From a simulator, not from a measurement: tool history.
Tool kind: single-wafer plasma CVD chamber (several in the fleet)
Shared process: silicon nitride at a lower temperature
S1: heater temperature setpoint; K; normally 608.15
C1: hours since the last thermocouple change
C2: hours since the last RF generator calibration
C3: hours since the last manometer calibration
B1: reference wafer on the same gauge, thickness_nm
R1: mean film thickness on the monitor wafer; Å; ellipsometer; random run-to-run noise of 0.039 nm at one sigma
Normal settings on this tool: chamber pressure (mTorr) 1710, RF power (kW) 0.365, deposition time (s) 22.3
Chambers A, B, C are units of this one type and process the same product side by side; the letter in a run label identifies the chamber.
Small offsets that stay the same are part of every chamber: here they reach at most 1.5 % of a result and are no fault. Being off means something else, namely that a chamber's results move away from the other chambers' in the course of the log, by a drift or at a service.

run 1B hour=8.4 | S1=608.15 chamber_pressure_(mTorr)=1710 RF_power_(kW)=0.365 deposition_time_(s)=22.3 | C1=989.2 C2=1515.3 C3=1121.8 | B1=36.408 | R1=307.42
run 2C hour=13.2 | S1=608.15 chamber_pressure_(mTorr)=1710 RF_power_(kW)=0.365 deposition_time_(s)=22.3 | C1=2205.9 C2=1570.6 C3=980.8 | B1=36.413 | R1=305.36
run 3A hour=18.2 | S1=608.15 chamber_pressure_(mTorr)=1710 RF_power_(kW)=0.365 deposition_time_(s)=22.3 | C1=1118.1 C2=105.3 C3=1003.6 | B1=36.432 | R1=309.05
run 4B hour=24.3 | S1=608.15 chamber_pressure_(mTorr)=1710 RF_power_(kW)=0.365 deposition_time_(s)=22.3 | C1=1005.1 C2=1531.2 C3=1137.7 | B1=36.409 | R1=307.70
run 5C hour=29.8 | S1=608.15 chamber_pressure_(mTorr)=1710 RF_power_(kW)=0.365 deposition_time_(s)=22.3 | C1=2222.5 C2=1587.2 C3=997.4 | B1=36.433 | R1=305.54
run 6A hour=39.3 | S1=608.15 chamber_pressure_(mTorr)=1710 RF_power_(kW)=0.365 deposition_time_(s)=22.3 | C1=1139.2 C2=126.4 C3=1024.7 | B1=36.423 | R1=309.65
run 7C hour=48.7 | S1=608.15 chamber_pressure_(mTorr)=1710 RF_power_(kW)=0.365 deposition_time_(s)=22.3 | C1=2241.4 C2=1606.1 C3=1016.3 | B1=36.436 | R1=304.73
run 8A hour=58.4 | S1=608.15 chamber_pressure_(mTorr)=1710 RF_power_(kW)=0.365 deposition_time_(s)=22.3 | C1=1158.3 C2=145.5 C3=1043.8 | B1=36.443 | R1=309.58
run 9B hour=66.5 | S1=608.15 chamber_pressure_(mTorr)=1710 RF_power_(kW)=0.365 deposition_time_(s)=22.3 | C1=1047.3 C2=1573.4 C3=1179.9 | B1=36.442 | R1=307.14
run 10C hour=75.4 | S1=608.15 chamber_pressure_(mTorr)=1710 RF_power_(kW)=0.365 deposition_time_(s)=22.3 | C1=2268.1 C2=1632.8 C3=1043.0 | B1=36.458 | R1=305.33
run 11A hour=85.6 | S1=608.15 chamber_pressure_(mTorr)=1710 RF_power_(kW)=0.365 deposition_time_(s)=22.3 | C1=1185.5 C2=172.7 C3=1071.0 | B1=36.463 | R1=310.01
-- hour=88.4 chamber B: RF generator calibrated
run 12B hour=93.5 | S1=608.15 chamber_pressure_(mTorr)=1710 RF_power_(kW)=0.365 deposition_time_(s)=22.3 | C1=1074.3 C2=5.2 C3=1206.9 | B1=36.460 | R1=308.52
run 13B hour=101.5 | S1=608.15 chamber_pressure_(mTorr)=1710 RF_power_(kW)=0.365 deposition_time_(s)=22.3 | C1=1082.3 C2=13.2 C3=1214.9 | B1=36.474 | R1=307.94
run 14C hour=106.8 | S1=608.15 chamber_pressure_(mTorr)=1710 RF_power_(kW)=0.365 deposition_time_(s)=22.3 | C1=2299.5 C2=1664.2 C3=1074.4 | B1=36.488 | R1=307.10
run 15A hour=114.1 | S1=608.15 chamber_pressure_(mTorr)=1710 RF_power_(kW)=0.365 deposition_time_(s)=22.3 | C1=1214.0 C2=201.2 C3=1099.5 | B1=36.478 | R1=311.13
run 16C hour=122.9 | S1=608.15 chamber_pressure_(mTorr)=1710 RF_power_(kW)=0.365 deposition_time_(s)=22.3 | C1=2315.6 C2=1680.3 C3=1090.5 | B1=36.495 | R1=305.96
run 17B hour=130.4 | S1=608.15 chamber_pressure_(mTorr)=1710 RF_power_(kW)=0.365 deposition_time_(s)=22.3 | C1=1111.2 C2=42.1 C3=1243.8 | B1=36.497 | R1=308.42
run 18A hour=138.9 | S1=608.15 chamber_pressure_(mTorr)=1710 RF_power_(kW)=0.365 deposition_time_(s)=22.3 | C1=1238.8 C2=226.0 C3=1124.3 | B1=36.497 | R1=309.78
run 19C hour=147.9 | S1=608.15 chamber_pressure_(mTorr)=1710 RF_power_(kW)=0.365 deposition_time_(s)=22.3 | C1=2340.6 C2=1705.3 C3=1115.5 | B1=36.493 | R1=305.48
run 20A hour=152.8 | S1=608.15 chamber_pressure_(mTorr)=1410 RF_power_(kW)=0.365 deposition_time_(s)=22.3 | C1=1252.7 C2=239.9 C3=1138.2 | B1=36.496 | R1=294.23
run 21B hour=161.6 | S1=608.15 chamber_pressure_(mTorr)=1410 RF_power_(kW)=0.365 deposition_time_(s)=22.3 | C1=1142.4 C2=73.3 C3=1275.0 | B1=36.518 | R1=291.70
run 22B hour=166.4 | S1=608.15 chamber_pressure_(mTorr)=1410 RF_power_(kW)=0.365 deposition_time_(s)=22.3 | C1=1147.2 C2=78.1 C3=1279.8 | B1=36.515 | R1=291.60
run 23A hour=172.1 | S1=608.15 chamber_pressure_(mTorr)=1710 RF_power_(kW)=0.365 deposition_time_(s)=22.3 | C1=1272.0 C2=259.2 C3=1157.5 | B1=36.533 | R1=309.86
run 24C hour=179.4 | S1=608.15 chamber_pressure_(mTorr)=1710 RF_power_(kW)=0.365 deposition_time_(s)=22.3 | C1=2372.1 C2=1736.8 C3=1147.0 | B1=36.533 | R1=307.22
run 25A hour=188.8 | S1=608.15 chamber_pressure_(mTorr)=1710 RF_power_(kW)=0.365 deposition_time_(s)=22.3 | C1=1288.7 C2=275.9 C3=1174.2 | B1=36.531 | R1=310.56
run 26B hour=195.4 | S1=608.15 chamber_pressure_(mTorr)=1710 RF_power_(kW)=0.365 deposition_time_(s)=22.3 | C1=1176.2 C2=107.1 C3=1308.8 | B1=36.540 | R1=309.46
run 27C hour=200.2 | S1=608.15 chamber_pressure_(mTorr)=1710 RF_power_(kW)=0.425 deposition_time_(s)=22.3 | C1=2392.9 C2=1757.6 C3=1167.8 | B1=36.540 | R1=337.46
run 28C hour=207.5 | S1=608.15 chamber_pressure_(mTorr)=1710 RF_power_(kW)=0.425 deposition_time_(s)=22.3 | C1=2400.2 C2=1764.9 C3=1175.1 | B1=36.570 | R1=336.35
run 29A hour=217.5 | S1=608.15 chamber_pressure_(mTorr)=1710 RF_power_(kW)=0.425 deposition_time_(s)=22.3 | C1=1317.4 C2=304.6 C3=1202.9 | B1=36.540 | R1=341.86
run 30B hour=227.4 | S1=608.15 chamber_pressure_(mTorr)=1710 RF_power_(kW)=0.365 deposition_time_(s)=22.3 | C1=1208.2 C2=139.1 C3=1340.8 | B1=36.566 | R1=308.80
run 31C hour=233.5 | S1=608.15 chamber_pressure_(mTorr)=1710 RF_power_(kW)=0.365 deposition_time_(s)=22.3 | C1=2426.2 C2=1790.9 C3=1201.1 | B1=36.577 | R1=307.07
run 32A hour=243.1 | S1=608.15 chamber_pressure_(mTorr)=1710 RF_power_(kW)=0.365 deposition_time_(s)=22.3 | C1=1343.0 C2=330.2 C3=1228.5 | B1=36.566 | R1=310.58
run 33B hour=249.1 | S1=608.15 chamber_pressure_(mTorr)=1710 RF_power_(kW)=0.365 deposition_time_(s)=22.3 | C1=1229.9 C2=160.8 C3=1362.5 | B1=36.583 | R1=308.66
run 34B hour=255.1 | S1=608.15 chamber_pressure_(mTorr)=1710 RF_power_(kW)=0.365 deposition_time_(s)=22.3 | C1=1235.9 C2=166.8 C3=1368.5 | B1=36.590 | R1=308.31

Each of the 3 chambers runs these same settings next. Fill in every chamber's results:
run 35A hour=262.5 | S1=608.15 chamber_pressure_(mTorr)=1710 RF_power_(kW)=0.365 deposition_time_(s)=22.3 | R1=?
run 35B hour=262.5 | S1=608.15 chamber_pressure_(mTorr)=1710 RF_power_(kW)=0.365 deposition_time_(s)=22.3 | R1=?
run 35C hour=262.5 | S1=608.15 chamber_pressure_(mTorr)=1710 RF_power_(kW)=0.365 deposition_time_(s)=22.3 | R1=?

run=35A R1=310.70
run=35B R1=308.70
run=35C R1=306.74

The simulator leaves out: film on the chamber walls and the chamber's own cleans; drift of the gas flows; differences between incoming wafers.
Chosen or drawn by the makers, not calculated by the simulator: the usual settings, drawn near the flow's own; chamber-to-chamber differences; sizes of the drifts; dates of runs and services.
